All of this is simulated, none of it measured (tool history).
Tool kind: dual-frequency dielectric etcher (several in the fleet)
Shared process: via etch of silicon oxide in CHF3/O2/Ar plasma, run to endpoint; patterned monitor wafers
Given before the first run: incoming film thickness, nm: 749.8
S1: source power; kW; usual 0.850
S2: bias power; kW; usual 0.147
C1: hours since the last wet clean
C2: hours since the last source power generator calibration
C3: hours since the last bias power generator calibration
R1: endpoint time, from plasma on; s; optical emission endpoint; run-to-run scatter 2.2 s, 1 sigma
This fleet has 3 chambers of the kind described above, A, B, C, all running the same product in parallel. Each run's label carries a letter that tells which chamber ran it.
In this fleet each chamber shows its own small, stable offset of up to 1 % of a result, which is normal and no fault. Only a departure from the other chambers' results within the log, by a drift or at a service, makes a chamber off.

Run 1C, hour 3.4: usual settings; C1 505.3; C2 926.2; C3 1781.3. Result: R1 357.71 s.
Run 2B, hour 6.4: usual settings; C1 101.9; C2 3476.1; C3 2195.2. Result: R1 354.53 s.
Run 3A, hour 10.7: usual settings; C1 459.5; C2 373.2; C3 2660.1. Result: R1 351.80 s.
Run 4A, hour 15.0: usual settings; C1 463.8; C2 377.5; C3 2664.4. Result: R1 355.56 s.
Run 5B, hour 19.2: usual settings but S2 0.114 kW; C1 114.7; C2 3488.9; C3 2208.0. Result: R1 384.29 s.
Run 6C, hour 24.5: usual settings but S2 0.114 kW; C1 526.4; C2 947.3; C3 1802.4. Result: R1 380.82 s.
Run 7B, hour 29.6: usual settings but S2 0.114 kW; C1 125.1; C2 3499.3; C3 2218.4. Result: R1 381.38 s.
Run 8A, hour 32.4: usual settings but S1 0.920 kW, S2 0.134 kW; C1 481.2; C2 394.9; C3 2681.8. Result: R1 352.38 s.
Run 9C, hour 38.0: usual settings but S1 0.920 kW, S2 0.134 kW; C1 539.9; C2 960.8; C3 1815.9. Result: R1 355.59 s.
Run 10B, hour 42.4: usual settings but S1 0.920 kW, S2 0.134 kW; C1 137.9; C2 3512.1; C3 2231.2. Result: R1 351.08 s.
Run 11A, hour 48.1: usual settings; C1 496.9; C2 410.6; C3 2697.5. Result: R1 354.38 s.
Run 12C, hour 52.6: usual settings; C1 554.5; C2 975.4; C3 1830.5. Result: R1 358.49 s.
Run 13B, hour 56.0: usual settings; C1 151.5; C2 3525.7; C3 2244.8. Result: R1 352.72 s.
At hour 57.0: chamber A: wet clean of the chamber.
Run 14A, hour 61.0: usual settings; C1 4.0; C2 423.5; C3 2710.4. Result: R1 352.41 s.
Run 15C, hour 65.4: usual settings; C1 567.3; C2 988.2; C3 1843.3. Result: R1 356.03 s.
Run 16A, hour 68.9: usual settings; C1 11.9; C2 431.4; C3 2718.3. Result: R1 355.91 s.
Run 17C, hour 72.8: usual settings; C1 574.7; C2 995.6; C3 1850.7. Result: R1 357.11 s.
Run 18B, hour 75.7: usual settings; C1 171.2; C2 3545.4; C3 2264.5. Result: R1 348.12 s.
Run 19A, hour 81.5: usual settings; C1 24.5; C2 444.0; C3 2730.9. Result: R1 356.09 s.
Run 20C, hour 87.3: usual settings; C1 589.2; C2 1010.1; C3 1865.2. Result: R1 358.96 s.
Run 21B, hour 92.6: usual settings; C1 188.1; C2 3562.3; C3 2281.4. Result: R1 351.01 s.
Run 22B, hour 97.4: usual settings; C1 192.9; C2 3567.1; C3 2286.2. Result: R1 351.72 s.
Run 23C, hour 101.6: usual settings; C1 603.5; C2 1024.4; C3 1879.5. Result: R1 355.58 s.
Run 24A, hour 107.2: usual settings; C1 50.2; C2 469.7; C3 2756.6. Result: R1 351.70 s.
Run 25C, hour 112.9: usual settings; C1 614.8; C2 1035.7; C3 1890.8. Result: R1 355.07 s.
Run 26A, hour 116.2: usual settings; C1 59.2; C2 478.7; C3 2765.6. Result: R1 355.53 s.
Run 27B, hour 119.5: usual settings; C1 215.0; C2 3589.2; C3 2308.3. Result: R1 352.07 s.
Run 28C, hour 122.9: usual settings; C1 624.8; C2 1045.7; C3 1900.8. Result: R1 359.98 s.
Run 29A, hour 128.8: usual settings; C1 71.8; C2 491.3; C3 2778.2. Result: R1 354.81 s.
Run 30B, hour 133.1: usual settings; C1 228.6; C2 3602.8; C3 2321.9. Result: R1 353.18 s.
Run 31B, hour 137.9: usual settings; C1 233.4; C2 3607.6; C3 2326.7. Result: R1 353.70 s.

The same settings go to every chamber for the next run, one line per chamber below. Forecast the results for each:
Run 32A, hour 142.3: usual settings but S2 0.114 kW. Result: R1 ?.
Run 32B, hour 142.3: usual settings but S2 0.114 kW. Result: R1 ?.
Run 32C, hour 142.3: usual settings but S2 0.114 kW. Result: R1 ?.

run      R1
32A  384.53
32B  382.41
32C  386.85
